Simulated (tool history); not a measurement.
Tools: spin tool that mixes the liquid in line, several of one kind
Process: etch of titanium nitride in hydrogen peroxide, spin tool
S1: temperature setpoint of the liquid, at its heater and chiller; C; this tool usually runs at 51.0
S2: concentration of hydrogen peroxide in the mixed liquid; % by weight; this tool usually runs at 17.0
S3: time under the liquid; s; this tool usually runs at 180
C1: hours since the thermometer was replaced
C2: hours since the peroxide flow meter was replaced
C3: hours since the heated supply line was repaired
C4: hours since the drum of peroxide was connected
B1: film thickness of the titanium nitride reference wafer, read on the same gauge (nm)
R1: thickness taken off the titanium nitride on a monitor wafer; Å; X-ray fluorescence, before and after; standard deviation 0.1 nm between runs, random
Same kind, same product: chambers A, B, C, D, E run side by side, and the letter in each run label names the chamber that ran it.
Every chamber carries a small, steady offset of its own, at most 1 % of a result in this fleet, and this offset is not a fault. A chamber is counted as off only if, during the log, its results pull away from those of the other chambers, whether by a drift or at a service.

| run | hour | S1 | S2 | S3 | C1 | C2 | C3 | C4 | B1 | R1 |
|---|---|---|---|---|---|---|---|---|---|---|
| 1E | 3.6 | 51.0 | 17.0 | 180 | 1293.9 | 361.9 | 516.2 | 1126.3 | 70.006 | 151.350 |
|  | 4.5 | chamber E: new drum of peroxide connected |
| 2C | 7.6 | 51.0 | 17.0 | 180 | 208.0 | 1185.1 | 1058.1 | 761.3 | 70.005 | 155.910 |
|  | 8.9 | chamber C: new drum of peroxide connected |
| 3B | 12.6 | 51.0 | 17.0 | 180 | 1508.8 | 742.0 | 3391.7 | 314.5 | 69.953 | 154.410 |
| 4D | 16.8 | 51.0 | 17.0 | 180 | 81.0 | 82.7 | 393.1 | 368.3 | 70.018 | 155.130 |
| 5A | 22.9 | 51.0 | 17.0 | 180 | 1626.8 | 566.1 | 836.2 | 643.1 | 70.009 | 152.710 |
| 6A | 28.8 | 51.0 | 17.0 | 180 | 1632.7 | 572.0 | 842.1 | 649.0 | 69.968 | 154.720 |
| 7C | 35.9 | 51.0 | 17.0 | 180 | 236.3 | 1213.4 | 1086.4 | 27.1 | 70.005 | 153.940 |
| 8B | 41.1 | 51.0 | 19.0 | 110 | 1537.3 | 770.5 | 3420.2 | 343.0 | 69.984 | 95.953 |
| 9D | 45.3 | 51.0 | 19.0 | 110 | 109.5 | 111.2 | 421.6 | 396.8 | 70.009 | 95.867 |
|  | 49.0 | chamber A: thermometer replaced |
|  | 51.1 | chamber A: new drum of peroxide connected |
| 10E | 51.4 | 51.0 | 19.0 | 110 | 1341.7 | 409.7 | 564.0 | 46.9 | 70.015 | 95.050 |
| 11E | 55.6 | 51.0 | 19.0 | 110 | 1345.9 | 413.9 | 568.2 | 51.1 | 69.981 | 96.383 |
| 12B | 61.8 | 51.0 | 19.0 | 110 | 1558.0 | 791.2 | 3440.9 | 363.7 | 69.988 | 96.185 |
| 13C | 66.7 | 51.0 | 17.0 | 180 | 267.1 | 1244.2 | 1117.2 | 57.9 | 70.000 | 151.750 |
| 14D | 70.7 | 51.0 | 17.0 | 180 | 134.9 | 136.6 | 447.0 | 422.2 | 70.011 | 153.750 |
| 15A | 76.5 | 51.0 | 17.0 | 260 | 27.5 | 619.7 | 889.8 | 25.4 | 69.978 | 222.400 |
| 16E | 80.6 | 51.0 | 17.0 | 260 | 1370.9 | 438.9 | 593.2 | 76.1 | 70.007 | 222.200 |
| 17A | 86.1 | 51.0 | 17.0 | 260 | 37.1 | 629.3 | 899.4 | 35.0 | 69.993 | 222.130 |
| 18B | 91.5 | 51.0 | 17.0 | 260 | 1587.7 | 820.9 | 3470.6 | 393.4 | 70.019 | 220.070 |
| 19D | 98.2 | 51.0 | 17.0 | 260 | 162.4 | 164.1 | 474.5 | 449.7 | 69.962 | 221.380 |
|  | 102.2 | chamber E: heated supply line repaired |
| 20C | 104.0 | 51.0 | 17.0 | 180 | 304.4 | 1281.5 | 1154.5 | 95.2 | 70.028 | 154.840 |
| 21A | 110.6 | 51.0 | 17.0 | 180 | 61.6 | 653.8 | 923.9 | 59.5 | 70.005 | 152.980 |
| 22B | 115.6 | 51.0 | 17.0 | 180 | 1611.8 | 845.0 | 3494.7 | 417.5 | 70.003 | 154.490 |
| 23C | 122.9 | 51.0 | 13.5 | 115 | 323.3 | 1300.4 | 1173.4 | 114.1 | 69.935 | 94.446 |
| 24D | 126.7 | 51.0 | 13.5 | 115 | 190.9 | 192.6 | 503.0 | 478.2 | 69.937 | 93.296 |
| 25E | 130.4 | 51.0 | 13.5 | 115 | 1420.7 | 488.7 | 28.2 | 125.9 | 69.997 | 93.035 |
| 26D | 133.8 | 51.0 | 13.5 | 115 | 198.0 | 199.7 | 510.1 | 485.3 | 70.010 | 93.606 |
| 27A | 138.0 | 51.0 | 13.5 | 115 | 89.0 | 681.2 | 951.3 | 86.9 | 69.988 | 93.987 |
| 28C | 145.0 | 51.0 | 17.0 | 180 | 345.4 | 1322.5 | 1195.5 | 136.2 | 69.954 | 154.120 |
| 29E | 150.4 | 51.0 | 17.0 | 180 | 1440.7 | 508.7 | 48.2 | 145.9 | 70.031 | 154.360 |
| 30B | 156.7 | 51.0 | 17.0 | 180 | 1652.9 | 886.1 | 3535.8 | 458.6 | 69.975 | 151.670 |
| 31D | 159.9 | 51.0 | 17.0 | 180 | 224.1 | 225.8 | 536.2 | 511.4 | 70.002 | 154.790 |
| 32B | 166.9 | 51.0 | 17.0 | 180 | 1663.1 | 896.3 | 3546.0 | 468.8 | 69.988 | 155.610 |
| 33E | 172.1 | 51.0 | 17.0 | 180 | 1462.4 | 530.4 | 69.9 | 167.6 | 70.023 | 153.670 |
| 34C | 177.3 | 51.0 | 17.0 | 180 | 377.7 | 1354.8 | 1227.8 | 168.5 | 69.968 | 154.680 |
| 35A | 181.7 | 51.0 | 17.0 | 180 | 132.7 | 724.9 | 995.0 | 130.6 | 70.012 | 151.160 |
|  | 184.9 | chamber B: heated supply line repaired |
| 36B | 188.8 | 47.5 | 17.0 | 95 | 1685.0 | 918.2 | 3.9 | 490.7 | 70.021 | 63.276 |
| 37E | 196.1 | 47.5 | 17.0 | 95 | 1486.4 | 554.4 | 93.9 | 191.6 | 69.990 | 62.722 |
| 38D | 203.3 | 47.5 | 17.0 | 95 | 267.5 | 269.2 | 579.6 | 554.8 | 69.969 | 62.766 |
| 39C | 209.0 | 47.5 | 17.0 | 95 | 409.4 | 1386.5 | 1259.5 | 200.2 | 69.976 | 63.331 |
| 40A | 213.5 | 47.5 | 17.0 | 95 | 164.5 | 756.7 | 1026.8 | 162.4 | 69.991 | 63.557 |
| 41D | 217.4 | 51.0 | 17.0 | 180 | 281.6 | 283.3 | 593.7 | 568.9 | 69.993 | 153.790 |
| 42B | 220.9 | 51.0 | 17.0 | 180 | 1717.1 | 950.3 | 36.0 | 522.8 | 69.973 | 155.320 |
| 43C | 226.5 | 51.0 | 17.0 | 180 | 426.9 | 1404.0 | 1277.0 | 217.7 | 69.987 | 154.360 |

Predict what each chamber gives when all 5 of them run the settings below next.
| 44A | 231.8 | 51.0 | 17.0 | 180 |  |  |  |  |  | ? |
| 44B | 231.8 | 51.0 | 17.0 | 180 |  |  |  |  |  | ? |
| 44C | 231.8 | 51.0 | 17.0 | 180 |  |  |  |  |  | ? |
| 44D | 231.8 | 51.0 | 17.0 | 180 |  |  |  |  |  | ? |
| 44E | 231.8 | 51.0 | 17.0 | 180 |  |  |  |  |  | ? |

| run | R1 |
|---|---|
| 44A | 155.640 |
| 44B | 155.030 |
| 44C | 153.440 |
| 44D | 154.480 |
| 44E | 153.390 |

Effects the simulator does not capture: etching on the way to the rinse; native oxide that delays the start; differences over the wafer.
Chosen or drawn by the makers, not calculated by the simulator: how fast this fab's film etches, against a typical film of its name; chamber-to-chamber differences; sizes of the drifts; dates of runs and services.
